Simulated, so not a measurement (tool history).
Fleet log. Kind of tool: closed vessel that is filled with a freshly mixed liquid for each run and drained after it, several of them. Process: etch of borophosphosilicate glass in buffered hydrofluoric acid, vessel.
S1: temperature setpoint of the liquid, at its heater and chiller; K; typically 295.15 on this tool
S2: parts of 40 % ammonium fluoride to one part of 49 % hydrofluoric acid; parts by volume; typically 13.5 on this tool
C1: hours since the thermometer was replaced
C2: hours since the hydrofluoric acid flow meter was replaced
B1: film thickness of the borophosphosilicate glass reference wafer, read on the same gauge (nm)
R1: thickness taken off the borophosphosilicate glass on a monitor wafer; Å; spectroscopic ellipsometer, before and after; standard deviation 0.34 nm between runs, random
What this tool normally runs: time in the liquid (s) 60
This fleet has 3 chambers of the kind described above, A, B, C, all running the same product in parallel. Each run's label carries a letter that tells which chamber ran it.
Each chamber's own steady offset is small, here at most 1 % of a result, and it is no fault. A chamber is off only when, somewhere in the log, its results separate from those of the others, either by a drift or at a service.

Run 1A, day 0.262: usual settings; C1 1007.0; C2 308.8; B1 130.00. Result: R1 508.16 Å.
Run 2B, day 0.458: usual settings; C1 231.1; C2 114.9; B1 130.04. Result: R1 502.37 Å.
Run 3C, day 0.612: usual settings; C1 1710.0; C2 822.2; B1 129.98. Result: R1 491.36 Å.
Run 4C, day 0.812: usual settings; C1 1714.8; C2 827.0; B1 130.01. Result: R1 497.66 Å.
Run 5B, day 1.133: usual settings; C1 247.3; C2 131.1; B1 130.04. Result: R1 499.96 Å.
Run 6A, day 1.421: usual settings; C1 1034.8; C2 336.6; B1 130.01. Result: R1 509.43 Å.
Run 7B, day 1.633: usual settings but time in the liquid (s) 75; C1 259.3; C2 143.1; B1 130.02. Result: R1 621.33 Å.
Run 8C, day 1.804: usual settings but time in the liquid (s) 75; C1 1738.6; C2 850.8; B1 130.02. Result: R1 624.85 Å.
Run 9A, day 2.025: usual settings but time in the liquid (s) 75; C1 1049.3; C2 351.1; B1 130.00. Result: R1 629.93 Å.
Run 10B, day 2.267: usual settings; C1 274.5; C2 158.3; B1 129.99. Result: R1 499.88 Å.
Run 11C, day 2.479: usual settings but S2 9.5 parts by volume; C1 1754.8; C2 867.0; B1 130.01. Result: R1 682.58 Å.
Run 12A, day 2.746: usual settings but S2 9.5 parts by volume; C1 1066.6; C2 368.4; B1 130.00. Result: R1 705.13 Å.
Run 13A, day 2.908: usual settings but S2 9.5 parts by volume; C1 1070.5; C2 372.3; B1 129.99. Result: R1 698.93 Å.
Run 14C, day 3.250: usual settings; C1 1773.3; C2 885.5; B1 130.03. Result: R1 495.49 Å.
Run 15B, day 3.575: usual settings but S1 297.15 K, time in the liquid (s) 85; C1 305.9; C2 189.7; B1 130.02. Result: R1 797.25 Å.
Run 16B, day 3.733: usual settings but S1 297.15 K, time in the liquid (s) 85; C1 309.7; C2 193.5; B1 129.99. Result: R1 796.03 Å.
Run 17A, day 4.025: usual settings but S1 297.15 K, time in the liquid (s) 85; C1 1097.3; C2 399.1; B1 129.99. Result: R1 795.56 Å.
Run 18C, day 4.217: usual settings; C1 1796.5; C2 908.7; B1 130.00. Result: R1 498.02 Å.
Run 19A, day 4.538: usual settings; C1 1109.6; C2 411.4; B1 130.05. Result: R1 505.19 Å.
Run 20B, day 4.867: usual settings but S1 300.15 K, S2 16.5 parts by volume; C1 336.9; C2 220.7; B1 129.99. Result: R1 548.96 Å.
Run 21C, day 5.204: usual settings but S1 300.15 K, S2 16.5 parts by volume; C1 1820.2; C2 932.4; B1 130.05. Result: R1 535.70 Å.
Run 22B, day 5.408: usual settings but S1 300.15 K, S2 16.5 parts by volume; C1 349.9; C2 233.7; B1 130.01. Result: R1 553.71 Å.
Run 23C, day 5.654: usual settings; C1 1831.0; C2 943.2; B1 129.96. Result: R1 490.06 Å.
Run 24A, day 5.975: usual settings; C1 1144.1; C2 445.9; B1 130.01. Result: R1 502.20 Å.
Run 25B, day 6.146: usual settings; C1 367.6; C2 251.4; B1 130.02. Result: R1 515.29 Å.
Run 26A, day 6.467: usual settings but time in the liquid (s) 45; C1 1155.9; C2 457.7; B1 130.00. Result: R1 378.47 Å.
Run 27C, day 6.679: usual settings but time in the liquid (s) 45; C1 1855.6; C2 967.8; B1 130.02. Result: R1 374.20 Å.
Run 28C, day 7.000: usual settings but time in the liquid (s) 45; C1 1863.3; C2 975.5; B1 129.98. Result: R1 375.22 Å.
Run 29A, day 7.338: usual settings; C1 1176.8; C2 478.6; B1 130.04. Result: R1 507.60 Å.
Run 30B, day 7.675: usual settings; C1 404.3; C2 288.1; B1 129.98. Result: R1 528.35 Å.
Run 31C, day 7.908: usual settings but S2 8.5 parts by volume, time in the liquid (s) 30; C1 1885.1; C2 997.3; B1 130.03. Result: R1 379.72 Å.
Run 32B, day 8.092: usual settings but S2 8.5 parts by volume, time in the liquid (s) 30; C1 414.3; C2 298.1; B1 130.01. Result: R1 405.82 Å.
Run 33A, day 8.438: usual settings but S2 8.5 parts by volume, time in the liquid (s) 30; C1 1203.2; C2 505.0; B1 130.00. Result: R1 377.90 Å.
Run 34C, day 8.729: usual settings; C1 1904.8; C2 1017.0; B1 130.02. Result: R1 497.54 Å.

For the next run the whole fleet of 3 chambers uses the same settings. Give each chamber's results:
Run 35A, day 8.979: usual settings. Result: R1 ?.
Run 35B, day 8.979: usual settings. Result: R1 ?.
Run 35C, day 8.979: usual settings. Result: R1 ?.

run      R1
35A  507.08
35B  536.67
35C  497.86

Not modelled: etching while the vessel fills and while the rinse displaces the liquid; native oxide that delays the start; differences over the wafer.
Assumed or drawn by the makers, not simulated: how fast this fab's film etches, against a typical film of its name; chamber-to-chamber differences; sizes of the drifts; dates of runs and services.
